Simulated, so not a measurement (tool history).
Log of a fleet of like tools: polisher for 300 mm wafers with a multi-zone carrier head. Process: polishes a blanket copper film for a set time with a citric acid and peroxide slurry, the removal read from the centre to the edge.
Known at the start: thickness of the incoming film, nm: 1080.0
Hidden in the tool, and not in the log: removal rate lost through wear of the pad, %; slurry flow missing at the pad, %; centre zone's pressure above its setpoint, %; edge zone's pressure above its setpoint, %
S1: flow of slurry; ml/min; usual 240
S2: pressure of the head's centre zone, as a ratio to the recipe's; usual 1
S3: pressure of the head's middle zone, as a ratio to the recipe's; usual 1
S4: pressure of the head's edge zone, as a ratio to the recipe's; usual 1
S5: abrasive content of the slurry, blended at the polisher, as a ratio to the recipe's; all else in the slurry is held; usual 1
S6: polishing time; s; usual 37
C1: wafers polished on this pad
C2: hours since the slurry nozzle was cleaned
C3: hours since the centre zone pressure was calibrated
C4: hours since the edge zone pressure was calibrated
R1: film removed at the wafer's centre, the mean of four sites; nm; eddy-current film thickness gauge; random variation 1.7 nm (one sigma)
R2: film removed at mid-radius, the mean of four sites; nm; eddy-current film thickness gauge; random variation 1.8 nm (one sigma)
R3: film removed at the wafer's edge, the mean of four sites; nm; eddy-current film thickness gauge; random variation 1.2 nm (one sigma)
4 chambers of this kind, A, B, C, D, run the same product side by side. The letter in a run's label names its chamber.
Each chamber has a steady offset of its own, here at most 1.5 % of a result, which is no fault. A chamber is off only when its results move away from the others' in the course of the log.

run   hour   S1    S2  S3    S4  S5  S6    C1     C2     C3     C4      R1      R2      R3
       0.9  -- chamber A: centre zone pressure recalibrated
      10.7  -- chamber B: worn pad replaced by a new one
 1B   13.9  240     1   1     1   1  37    41   90.1  241.1  170.9  128.96  130.32  131.41
 2D   25.5  240     1   1     1   1  37   982  581.6     88  153.7  127.47  126.44  131.35
      27.8  -- chamber D: worn pad replaced by a new one
 3C   33.5  240     1   1     1   1  37   957  248.7   59.8  604.4  130.64  128.74   128.8
 4A     44  240     1   1     1   1  37   989   54.5   43.1  290.2  131.86  127.01  130.69
 5B   53.2  240     1   1     1   1  37   544  129.4  280.4  210.2   128.1  131.17  133.92
 6C   68.1  240     1   1     1   1  37  1400  283.3   94.4    639   132.9  129.14  128.41
 7D   83.3  240     1   1     1   1  37   711  639.4  145.8  211.5  131.89  130.99  131.06
 8A   94.4  240     1   1     1   1  37  1634  104.9   93.5  340.6  130.82  131.44  131.11
      94.9  -- chamber A: worn pad replaced by a new one
     100.7  -- chamber D: worn pad replaced by a new one
     105.5  -- chamber B: worn pad replaced by a new one
 9B    110  240     1   1     1   1  37    57  186.2  337.2    267  128.59  128.04  130.42
10D  125.2  240     1   1     1   1  37   314  681.3  187.7  253.4  130.09  131.19  128.89
     128.7  -- chamber A: edge zone pressure recalibrated
     129.6  -- chamber C: slurry nozzle cleaned
11A  135.5  240     1   1     1   1  37   520    146  134.6    6.8  127.42  131.71  128.81
12C  144.6  240     1   1     1   1  37  2379   15.1  170.9  715.5  124.19  127.34  125.71
13B  156.9  240     1   1     1   1  37   658  233.1  384.1  313.9  129.51  133.57  133.82
     161.5  -- chamber D: slurry nozzle cleaned
       169  -- chamber B: edge zone pressure recalibrated
14D    169  240     1   1     1   1  37   875    7.6  231.5  297.2  128.79  128.18  129.63
15C  179.5  240  0.91   1  0.89   1  37  2826     50  205.8  750.4  113.71  124.23   118.1
     183.5  -- chamber B: worn pad replaced by a new one
     186.1  -- chamber D: worn pad replaced by a new one
16A  186.5  240  0.91   1  0.89   1  37  1173    197  185.6   57.8  116.37  131.45  121.59
     193.9  -- chamber A: worn pad replaced by a new one
17D  197.5  240  0.91   1  0.89   1  37   146   36.1    260  325.7  117.56  130.56  124.08
18A  209.3  240  0.91   1  0.89   1  37   197  219.8  208.4   80.6  117.18  126.95  123.36
19C  218.1  240     1   1     1   1  37  3320   88.6  244.4    789  122.33  123.89  122.49
20B  225.7  240     1   1     1   1  37   540  301.9  452.9   56.8  130.68  126.15  129.73
21D  236.1  240     1   1     1   1  37   640   74.7  298.6  364.3  128.03  131.44  129.76
22C    246  240     1   1     1   1  37  3677  116.5  272.3  816.9  125.21  121.56  121.64
23A    259  240     1   1     1   1  37   833  269.5  258.1  130.3  134.64  129.22  129.91
     271.4  -- chamber D: worn pad replaced by a new one
24B  274.1  270     1   1  1.11   1  37  1159  350.3  501.3  105.2  131.67  129.66  139.85
     275.5  -- chamber B: worn pad replaced by a new one
25C  289.7  270     1   1  1.11   1  37  4236  160.2    316  860.6  125.81  122.65  128.53
26A    301  270     1   1  1.11   1  37  1371  311.5  300.1  172.3  130.18  130.94   137.5
     305.5  -- chamber A: worn pad replaced by a new one
27D  309.1  270     1   1  1.11   1  37   483  147.7  371.6  437.3   130.1  130.04  138.71
     309.7  -- chamber D: centre zone pressure recalibrated
28B  320.6  240     1   1     1   1  37   578  396.8  547.8  151.7  126.49  129.49  128.94
29B  334.5  240     1   1     1   1  37   755  410.7  561.7  165.6  127.98  131.16  130.42
30A  343.2  240     1   1     1   1  37   483  353.7  342.3  214.5  130.19  130.72  129.33
     348.1  -- chamber D: worn pad replaced by a new one
31D  350.2  240     1   1     1   1  37    27  188.8   40.5  478.4  131.24  132.94   128.8
     358.1  -- chamber B: worn pad replaced by a new one
32C    359  240     1   1     1   1  37  5123  229.5  385.3  929.9   121.8  118.82  118.79
33D  370.1  240     1   1     1   1  37   281  208.7   60.4  498.3  130.24  127.74  131.13
34B  379.7  240     1   1     1   1  37   276  455.9  606.9  210.8  130.07  130.68   130.6
35C  387.7  240     1   1     1   1  37  5491  258.2    414  958.6  117.34  116.06  116.26
36A  399.5  240     1   1     1   1  37  1204    410  398.6  270.8  131.93  131.48  129.59
37A  410.8  240     1   1     1   1  37  1348  421.3  409.9  282.1   127.4   129.4   130.2

Is one chamber off against the others, does the gauge drift, or is nothing wrong? If a chamber is off, say which, and what the likeliest cause is.

Chamber C drifts away from the others.
Cause: removal rate lost through wear of the pad, % = 10.7.

Here are 4 candidates for chamber C's next run, each the usual settings with a change, their results left as question marks. Which one brings its results back in line with what the others give on the usual settings?
In line means no further than this from the other chambers' mean on the usual settings: R1 5.9 nm; R2 6.4 nm; R3 4.3 nm
38C-1   422  240  1.01  0.99   1   1  33                   ?   ?   ?
38C-2   422  240     1     1   1   1  35                   ?   ?   ?
38C-3   422  240  0.99  1.01   1   1  41                   ?   ?   ?
38C-4   422  240     1     1   1   1  39                   ?   ?   ?

The other chambers' mean on the usual settings: R1 129.07 nm; R2 130.06 nm; R3 129.79 nm
  run      R1      R2      R3
38C-1  104.38  101.46   103.5
38C-2   109.5  108.62  109.76
38C-3  126.86  128.44  128.55
38C-4  122.01  121.04   122.3
38C-3 brings the chamber back in line.
